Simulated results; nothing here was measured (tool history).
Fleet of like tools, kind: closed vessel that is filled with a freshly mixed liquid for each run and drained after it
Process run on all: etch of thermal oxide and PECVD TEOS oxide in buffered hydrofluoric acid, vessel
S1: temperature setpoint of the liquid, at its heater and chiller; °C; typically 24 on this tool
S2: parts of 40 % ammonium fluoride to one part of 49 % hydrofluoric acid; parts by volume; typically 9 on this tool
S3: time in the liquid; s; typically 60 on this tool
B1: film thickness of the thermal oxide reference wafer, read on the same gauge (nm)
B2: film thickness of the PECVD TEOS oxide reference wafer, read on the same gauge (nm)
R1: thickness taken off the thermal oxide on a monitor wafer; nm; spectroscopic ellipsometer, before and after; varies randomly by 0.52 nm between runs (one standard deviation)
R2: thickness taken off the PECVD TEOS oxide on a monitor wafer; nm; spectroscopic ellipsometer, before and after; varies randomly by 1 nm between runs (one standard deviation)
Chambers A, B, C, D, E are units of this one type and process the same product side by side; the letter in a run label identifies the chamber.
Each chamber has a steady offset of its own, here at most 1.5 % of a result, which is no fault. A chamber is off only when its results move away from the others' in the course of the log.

| run | day | S1 | S2 | S3 | B1 | B2 | R1 | R2 |
|---|---|---|---|---|---|---|---|---|
| 1B | 0.504 | 24 | 9 | 60 | 89.99 | 49.969 | 74.936 | 147.11 |
| 2D | 0.833 | 24 | 9 | 60 | 90.026 | 50.009 | 75.896 | 145.72 |
| 3A | 1.204 | 24 | 9 | 60 | 89.966 | 50.048 | 75.113 | 145.48 |
| 4C | 1.638 | 24 | 9 | 60 | 90.064 | 50 | 75.757 | 147.03 |
| 5E | 1.933 | 24 | 9 | 60 | 90.017 | 49.981 | 74.22 | 146.51 |
| 6C | 2.504 | 24 | 9 | 60 | 89.992 | 49.942 | 74.918 | 145.74 |
| 7A | 3.112 | 24 | 9 | 60 | 90.053 | 49.974 | 74.415 | 147.95 |
| 8D | 3.671 | 24 | 6.5 | 60 | 89.999 | 49.969 | 106.93 | 206.97 |
| 9B | 4.271 | 24 | 6.5 | 60 | 90.005 | 50.014 | 105.09 | 202.95 |
| 10E | 4.754 | 24 | 6.5 | 60 | 90 | 49.996 | 103.6 | 206.1 |
| 11C | 5.075 | 24 | 6.5 | 60 | 90.001 | 49.991 | 103.84 | 203.36 |
| 12A | 5.542 | 24 | 6.5 | 60 | 90.009 | 49.966 | 104.55 | 206.43 |
| 13D | 6.125 | 24 | 9 | 60 | 89.976 | 49.987 | 75.105 | 146.09 |
| 14E | 6.512 | 24 | 9 | 60 | 89.963 | 50.01 | 75.112 | 148.81 |
|  | 6.554 | chamber A: hydrofluoric acid flow meter replaced |
| 15B | 7.133 | 24 | 9 | 60 | 89.944 | 50.028 | 75.966 | 145.94 |
| 16E | 7.433 | 24 | 9 | 60 | 89.986 | 50.022 | 74.251 | 147.86 |
| 17A | 7.733 | 24 | 9 | 60 | 90.048 | 49.988 | 74.733 | 148.82 |
| 18D | 8.208 | 24 | 9 | 60 | 89.997 | 49.971 | 75.036 | 146.16 |
| 19C | 8.7 | 24 | 9 | 60 | 90.039 | 50.03 | 74.56 | 145.66 |
| 20B | 9.058 | 24 | 9 | 60 | 89.986 | 49.991 | 76.371 | 145.7 |
| 21C | 9.658 | 24 | 9 | 60 | 89.975 | 50.043 | 74.903 | 146.81 |
|  | 9.938 | chamber A: thermometer replaced |
| 22E | 10.238 | 24 | 9 | 60 | 90.033 | 49.964 | 74.076 | 145.01 |
| 23B | 10.533 | 24 | 9 | 60 | 90.017 | 50.024 | 75.405 | 147.89 |
| 24D | 11.092 | 26 | 6.5 | 60 | 90.023 | 49.953 | 118.16 | 228.98 |
| 25A | 11.429 | 26 | 6.5 | 60 | 89.997 | 49.973 | 116.44 | 229.76 |
| 26E | 11.838 | 26 | 6.5 | 60 | 90.029 | 49.999 | 113.9 | 228.3 |
| 27A | 12.2 | 26 | 6.5 | 60 | 90.034 | 50.037 | 115.09 | 229.92 |
| 28C | 12.533 | 26 | 6.5 | 60 | 89.988 | 49.99 | 118.36 | 227.19 |
| 29B | 13.083 | 24 | 9 | 60 | 89.939 | 50.029 | 74.78 | 146.4 |
| 30D | 13.6 | 24 | 9 | 60 | 89.941 | 50.01 | 75.249 | 146.08 |
| 31D | 13.925 | 24 | 9 | 60 | 89.979 | 49.983 | 76.2 | 144.97 |
| 32B | 14.346 | 24 | 9 | 60 | 90.008 | 49.94 | 75.819 | 148.64 |
| 33A | 14.742 | 24 | 9 | 60 | 90.008 | 50.015 | 75.722 | 145.88 |
| 34E | 15.183 | 24 | 9 | 60 | 90.007 | 50.014 | 75.013 | 149.74 |

Decide between three cases: one chamber stands off from its peers, the gauge reading all wafers drifts, or nothing is wrong past each chamber's small offset. Where a chamber is off, say which and what most likely put it there.

Beyond each chamber's small constant offset nothing stands out, and the gauge stays steady.
